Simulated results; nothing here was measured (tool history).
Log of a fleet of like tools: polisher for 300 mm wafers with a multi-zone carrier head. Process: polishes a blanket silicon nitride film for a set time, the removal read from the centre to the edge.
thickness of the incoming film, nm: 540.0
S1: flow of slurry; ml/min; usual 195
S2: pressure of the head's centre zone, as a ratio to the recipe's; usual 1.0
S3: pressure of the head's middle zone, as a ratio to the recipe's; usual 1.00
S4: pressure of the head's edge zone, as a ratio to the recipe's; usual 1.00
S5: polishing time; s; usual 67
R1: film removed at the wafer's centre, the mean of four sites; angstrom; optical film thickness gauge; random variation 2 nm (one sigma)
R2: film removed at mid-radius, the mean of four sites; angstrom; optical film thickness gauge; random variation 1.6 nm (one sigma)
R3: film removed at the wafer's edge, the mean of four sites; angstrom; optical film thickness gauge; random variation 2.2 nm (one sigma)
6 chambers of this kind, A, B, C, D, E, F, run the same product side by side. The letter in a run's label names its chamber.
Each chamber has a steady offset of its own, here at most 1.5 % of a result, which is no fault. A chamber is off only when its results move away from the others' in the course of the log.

run    day   S1   S2    S3    S4  S5      R1      R2      R3
 1B  0.100  195  1.0  1.00  1.00  67  1474.3  1446.0  1470.2
 2F  0.258  195  1.0  1.00  1.00  67  1489.2  1445.6  1445.0
 3E  0.425  195  1.0  1.00  1.00  67  1476.1  1472.8  1437.1
 4D  0.612  195  1.0  1.00  1.00  67  1466.7  1442.4  1509.6
 5A  0.712  195  1.0  1.00  1.00  67  1449.0  1460.1  1455.9
 6C  0.812  195  1.0  1.00  1.00  67  1459.4  1464.3  1420.9
 7B  1.033  195  1.0  1.00  1.00  67  1436.6  1488.9  1444.1
     1.071  -- chamber A: worn pad replaced by a new one
 8E  1.212  195  1.0  1.00  1.00  67  1480.1  1458.0  1460.1
 9C  1.408  195  1.0  1.00  1.00  67  1449.2  1445.3  1448.6
10A  1.533  125  1.0  0.94  1.00  67  1333.4  1243.0  1366.1
11F  1.658  125  1.0  0.94  1.00  67  1372.3  1265.5  1391.6
     1.717  -- chamber F: worn pad replaced by a new one
12D  1.867  125  1.0  0.94  1.00  67  1324.1  1276.5  1441.8
     1.879  -- chamber C: worn pad replaced by a new one
13B  2.008  125  1.0  0.94  1.00  67  1335.8  1282.9  1384.2
14C  2.167  125  1.0  0.94  1.00  67  1344.3  1278.6  1329.4
15A  2.362  125  1.0  0.94  1.00  67  1326.9  1249.7  1374.8
16D  2.479  130  1.0  1.00  1.09  67  1348.7  1367.7  1422.0
17F  2.629  130  1.0  1.00  1.09  67  1330.1  1356.5  1458.6
     2.721  -- chamber B: edge zone pressure recalibrated
18E  2.808  130  1.0  1.00  1.09  67  1365.6  1367.0  1475.6
19F  2.929  130  1.0  1.00  1.09  67  1363.9  1340.2  1454.0
20E  3.100  130  1.0  1.00  1.09  67  1312.0  1355.9  1507.8
21A  3.321  130  1.0  1.00  1.09  67  1347.3  1342.0  1427.7
22C  3.479  195  1.0  1.00  1.00  67  1494.9  1469.4  1445.9
23D  3.579  195  1.0  1.00  1.00  67  1481.9  1481.7  1441.7
     3.638  -- chamber D: slurry nozzle cleaned
24B  3.775  195  1.0  1.00  1.00  67  1447.7  1447.4  1462.5
     3.846  -- chamber A: worn pad replaced by a new one
25F  3.883  195  1.0  1.00  1.00  87  1917.2  1901.0  1882.0
     4.058  -- chamber E: edge zone pressure recalibrated
26B  4.083  195  1.0  1.00  1.00  87  1904.4  1894.0  1910.3
27E  4.262  195  1.0  1.00  1.00  87  1906.6  1911.2  1885.1
28D  4.433  195  1.0  1.00  1.00  87  1899.5  1906.6  1930.1
     4.612  -- chamber D: worn pad replaced by a new one
29C  4.629  195  1.0  1.00  1.00  87  1851.9  1890.8  1844.3
30A  4.842  195  1.0  1.00  1.00  87  1865.7  1873.8  1936.2
31C  4.979  195  1.0  1.00  1.00  67  1451.4  1446.7  1435.9
32E  5.125  195  1.0  1.00  1.00  67  1467.6  1474.7  1448.5
33D  5.288  195  0.9  1.00  1.00  67  1306.6  1491.6  1471.8
34F  5.483  195  0.9  1.00  1.00  67  1291.1  1453.0  1466.9
35B  5.592  195  0.9  1.00  1.00  67  1273.5  1464.2  1499.6
36A  5.788  195  0.9  1.00  1.00  67  1281.2  1452.5  1468.2
37B  5.888  195  0.9  1.00  1.00  67  1307.3  1471.9  1449.4
     5.908  -- chamber E: worn pad replaced by a new one
38E  6.100  195  0.9  1.00  1.00  67  1318.1  1457.0  1435.9
39F  6.246  195  1.0  1.00  1.00  67  1500.5  1448.8  1509.0
40D  6.433  195  1.0  1.00  1.00  67  1459.2  1475.4  1498.1

What goes on in this fleet: one chamber off, a drifting gauge, or nothing beyond the chambers' own small offsets? Name the chamber and the cause, if any.

No chamber stands off beyond its own small offset, and the gauge holds steady.
